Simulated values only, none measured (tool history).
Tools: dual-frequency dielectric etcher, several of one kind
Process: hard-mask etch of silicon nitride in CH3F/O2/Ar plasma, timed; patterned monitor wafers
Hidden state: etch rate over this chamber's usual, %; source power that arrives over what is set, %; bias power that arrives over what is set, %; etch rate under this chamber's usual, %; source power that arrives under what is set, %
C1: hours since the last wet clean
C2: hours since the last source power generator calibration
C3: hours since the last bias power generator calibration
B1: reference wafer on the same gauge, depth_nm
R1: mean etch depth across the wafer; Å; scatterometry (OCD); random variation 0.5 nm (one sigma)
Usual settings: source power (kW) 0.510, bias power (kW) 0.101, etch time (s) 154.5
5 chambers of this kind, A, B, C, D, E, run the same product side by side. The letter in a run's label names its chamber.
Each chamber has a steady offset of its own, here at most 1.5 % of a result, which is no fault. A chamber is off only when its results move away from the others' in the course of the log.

{"run": "1B", "hour": 5.9, "source power (kW)": 0.51, "bias power (kW)": 0.101, "etch time (s)": 154.5, "C1": 217.5, "C2": 3096.6, "C3": 1556.1, "B1": 157.05, "R1": 1328.6}
{"run": "2C", "hour": 11.1, "source power (kW)": 0.51, "bias power (kW)": 0.101, "etch time (s)": 154.5, "C1": 55.5, "C2": 3045.7, "C3": 318.2, "B1": 157.0, "R1": 1312.8}
{"run": "3E", "hour": 18.5, "source power (kW)": 0.51, "bias power (kW)": 0.101, "etch time (s)": 154.5, "C1": 342.3, "C2": 2077.7, "C3": 1394.6, "B1": 157.0, "R1": 1326.5}
{"run": "4A", "hour": 25.6, "source power (kW)": 0.51, "bias power (kW)": 0.101, "etch time (s)": 154.5, "C1": 337.5, "C2": 285.9, "C3": 2119.6, "B1": 156.97, "R1": 1349.5}
{"run": "5D", "hour": 32.3, "source power (kW)": 0.51, "bias power (kW)": 0.101, "etch time (s)": 154.5, "C1": 218.5, "C2": 2366.2, "C3": 589.2, "B1": 157.02, "R1": 1336.8}
{"run": "6B", "hour": 38.9, "source power (kW)": 0.4, "bias power (kW)": 0.101, "etch time (s)": 154.5, "C1": 250.5, "C2": 3129.6, "C3": 1589.1, "B1": 156.91, "R1": 1212.1}
{"run": "7C", "hour": 46.3, "source power (kW)": 0.4, "bias power (kW)": 0.101, "etch time (s)": 154.5, "C1": 90.7, "C2": 3080.9, "C3": 353.4, "B1": 156.99, "R1": 1204.3}
{"run": "8E", "hour": 51.5, "source power (kW)": 0.4, "bias power (kW)": 0.101, "etch time (s)": 154.5, "C1": 375.3, "C2": 2110.7, "C3": 1427.6, "B1": 157.03, "R1": 1205.1}
{"run": "9D", "hour": 55.5, "source power (kW)": 0.4, "bias power (kW)": 0.101, "etch time (s)": 154.5, "C1": 241.7, "C2": 2389.4, "C3": 612.4, "B1": 157.02, "R1": 1224.9}
{"run": "10A", "hour": 60.0, "source power (kW)": 0.4, "bias power (kW)": 0.101, "etch time (s)": 154.5, "C1": 371.9, "C2": 320.3, "C3": 2154.0, "B1": 157.16, "R1": 1233.7}
{"run": "11E", "hour": 64.0, "source power (kW)": 0.51, "bias power (kW)": 0.093, "etch time (s)": 154.5, "C1": 387.8, "C2": 2123.2, "C3": 1440.1, "B1": 157.09, "R1": 1292.2}
{"run": "12C", "hour": 70.1, "source power (kW)": 0.51, "bias power (kW)": 0.093, "etch time (s)": 154.5, "C1": 114.5, "C2": 3104.7, "C3": 377.2, "B1": 156.95, "R1": 1276.1}
{"run": "13A", "hour": 76.3, "source power (kW)": 0.51, "bias power (kW)": 0.093, "etch time (s)": 154.5, "C1": 388.2, "C2": 336.6, "C3": 2170.3, "B1": 156.88, "R1": 1302.9}
{"run": "14D", "hour": 81.1, "source power (kW)": 0.51, "bias power (kW)": 0.093, "etch time (s)": 154.5, "C1": 267.3, "C2": 2415.0, "C3": 638.0, "B1": 157.06, "R1": 1308.1}
{"run": "15B", "hour": 86.3, "source power (kW)": 0.51, "bias power (kW)": 0.093, "etch time (s)": 154.5, "C1": 297.9, "C2": 3177.0, "C3": 1636.5, "B1": 156.92, "R1": 1291.6}
{"run": "16B", "hour": 91.4, "source power (kW)": 0.51, "bias power (kW)": 0.101, "etch time (s)": 154.5, "C1": 303.0, "C2": 3182.1, "C3": 1641.6, "B1": 157.02, "R1": 1324.2}
{"hour": 92.3, "done": "chamber C: source power generator calibrated"}
{"run": "17D", "hour": 98.0, "source power (kW)": 0.51, "bias power (kW)": 0.101, "etch time (s)": 154.5, "C1": 284.2, "C2": 2431.9, "C3": 654.9, "B1": 157.1, "R1": 1345.2}
{"run": "18A", "hour": 103.8, "source power (kW)": 0.51, "bias power (kW)": 0.101, "etch time (s)": 154.5, "C1": 415.7, "C2": 364.1, "C3": 2197.8, "B1": 156.97, "R1": 1345.7}
{"run": "19C", "hour": 109.4, "source power (kW)": 0.46, "bias power (kW)": 0.089, "etch time (s)": 154.5, "C1": 153.8, "C2": 17.1, "C3": 416.5, "B1": 157.1, "R1": 1211.3}
{"run": "20E", "hour": 113.7, "source power (kW)": 0.46, "bias power (kW)": 0.089, "etch time (s)": 154.5, "C1": 437.5, "C2": 2172.9, "C3": 1489.8, "B1": 156.99, "R1": 1222.8}
{"run": "21A", "hour": 120.6, "source power (kW)": 0.46, "bias power (kW)": 0.089, "etch time (s)": 154.5, "C1": 432.5, "C2": 380.9, "C3": 2214.6, "B1": 157.08, "R1": 1230.6}
{"run": "22D", "hour": 124.7, "source power (kW)": 0.46, "bias power (kW)": 0.089, "etch time (s)": 154.5, "C1": 310.9, "C2": 2458.6, "C3": 681.6, "B1": 157.13, "R1": 1235.1}
{"run": "23B", "hour": 132.0, "source power (kW)": 0.46, "bias power (kW)": 0.089, "etch time (s)": 154.5, "C1": 343.6, "C2": 3222.7, "C3": 1682.2, "B1": 157.13, "R1": 1200.4}
{"run": "24E", "hour": 137.5, "source power (kW)": 0.51, "bias power (kW)": 0.101, "etch time (s)": 154.5, "C1": 461.3, "C2": 2196.7, "C3": 1513.6, "B1": 156.86, "R1": 1326.8}
{"run": "25C", "hour": 144.2, "source power (kW)": 0.51, "bias power (kW)": 0.101, "etch time (s)": 154.5, "C1": 188.6, "C2": 51.9, "C3": 451.3, "B1": 156.94, "R1": 1319.8}
{"run": "26A", "hour": 148.4, "source power (kW)": 0.59, "bias power (kW)": 0.089, "etch time (s)": 154.5, "C1": 460.3, "C2": 408.7, "C3": 2242.4, "B1": 157.11, "R1": 1359.0}
{"run": "27E", "hour": 155.5, "source power (kW)": 0.59, "bias power (kW)": 0.089, "etch time (s)": 154.5, "C1": 479.3, "C2": 2214.7, "C3": 1531.6, "B1": 157.1, "R1": 1340.7}
{"run": "28D", "hour": 160.8, "source power (kW)": 0.59, "bias power (kW)": 0.089, "etch time (s)": 154.5, "C1": 347.0, "C2": 2494.7, "C3": 717.7, "B1": 157.05, "R1": 1358.7}
{"run": "29C", "hour": 165.0, "source power (kW)": 0.59, "bias power (kW)": 0.089, "etch time (s)": 154.5, "C1": 209.4, "C2": 72.7, "C3": 472.1, "B1": 156.85, "R1": 1335.8}
{"run": "30B", "hour": 171.3, "source power (kW)": 0.59, "bias power (kW)": 0.089, "etch time (s)": 154.5, "C1": 382.9, "C2": 3262.0, "C3": 1721.5, "B1": 156.95, "R1": 1322.3}
{"hour": 176.6, "done": "chamber A: wet clean of the chamber"}
{"run": "31B", "hour": 176.8, "source power (kW)": 0.51, "bias power (kW)": 0.101, "etch time (s)": 154.5, "C1": 388.4, "C2": 3267.5, "C3": 1727.0, "B1": 157.12, "R1": 1301.5}
{"run": "32C", "hour": 181.6, "source power (kW)": 0.51, "bias power (kW)": 0.101, "etch time (s)": 154.5, "C1": 226.0, "C2": 89.3, "C3": 488.7, "B1": 157.0, "R1": 1321.0}
{"run": "33E", "hour": 187.5, "source power (kW)": 0.51, "bias power (kW)": 0.101, "etch time (s)": 154.5, "C1": 511.3, "C2": 2246.7, "C3": 1563.6, "B1": 157.06, "R1": 1332.2}
{"hour": 192.1, "done": "chamber E: wet clean of the chamber"}
{"run": "34A", "hour": 193.8, "source power (kW)": 0.51, "bias power (kW)": 0.101, "etch time (s)": 154.5, "C1": 17.2, "C2": 454.1, "C3": 2287.8, "B1": 157.02, "R1": 1349.5}
{"run": "35D", "hour": 197.9, "source power (kW)": 0.51, "bias power (kW)": 0.101, "etch time (s)": 154.5, "C1": 384.1, "C2": 2531.8, "C3": 754.8, "B1": 156.85, "R1": 1357.2}
{"run": "36A", "hour": 204.3, "source power (kW)": 0.51, "bias power (kW)": 0.101, "etch time (s)": 154.5, "C1": 27.7, "C2": 464.6, "C3": 2298.3, "B1": 157.06, "R1": 1339.4}
{"hour": 207.7, "done": "chamber D: wet clean of the chamber"}
{"run": "37B", "hour": 211.0, "source power (kW)": 0.6, "bias power (kW)": 0.121, "etch time (s)": 154.5, "C1": 422.6, "C2": 3301.7, "C3": 1761.2, "B1": 157.02, "R1": 1465.7}
{"run": "38E", "hour": 218.0, "source power (kW)": 0.6, "bias power (kW)": 0.121, "etch time (s)": 154.5, "C1": 25.9, "C2": 2277.2, "C3": 1594.1, "B1": 157.09, "R1": 1504.8}
{"run": "39D", "hour": 221.8, "source power (kW)": 0.6, "bias power (kW)": 0.121, "etch time (s)": 154.5, "C1": 14.1, "C2": 2555.7, "C3": 778.7, "B1": 157.11, "R1": 1518.3}
{"run": "40C", "hour": 228.1, "source power (kW)": 0.6, "bias power (kW)": 0.121, "etch time (s)": 154.5, "C1": 272.5, "C2": 135.8, "C3": 535.2, "B1": 157.01, "R1": 1496.7}
{"run": "41E", "hour": 231.4, "source power (kW)": 0.6, "bias power (kW)": 0.121, "etch time (s)": 154.5, "C1": 39.3, "C2": 2290.6, "C3": 1607.5, "B1": 156.89, "R1": 1506.1}
{"run": "42B", "hour": 235.5, "source power (kW)": 0.51, "bias power (kW)": 0.101, "etch time (s)": 154.5, "C1": 447.1, "C2": 3326.2, "C3": 1785.7, "B1": 156.91, "R1": 1304.8}
{"run": "43C", "hour": 242.9, "source power (kW)": 0.51, "bias power (kW)": 0.101, "etch time (s)": 154.5, "C1": 287.3, "C2": 150.6, "C3": 550.0, "B1": 157.08, "R1": 1327.8}

Next, every chamber runs the same settings. What will each give?
{"run": "44A", "hour": 248.3, "source power (kW)": 0.51, "bias power (kW)": 0.101, "etch time (s)": 171.0, "R1": "?"}
{"run": "44B", "hour": 248.3, "source power (kW)": 0.51, "bias power (kW)": 0.101, "etch time (s)": 171.0, "R1": "?"}
{"run": "44C", "hour": 248.3, "source power (kW)": 0.51, "bias power (kW)": 0.101, "etch time (s)": 171.0, "R1": "?"}
{"run": "44D", "hour": 248.3, "source power (kW)": 0.51, "bias power (kW)": 0.101, "etch time (s)": 171.0, "R1": "?"}
{"run": "44E", "hour": 248.3, "source power (kW)": 0.51, "bias power (kW)": 0.101, "etch time (s)": 171.0, "R1": "?"}

run=44A R1=1486.6
run=44B R1=1430.9
run=44C R1=1473.6
run=44D R1=1486.0
run=44E R1=1468.7
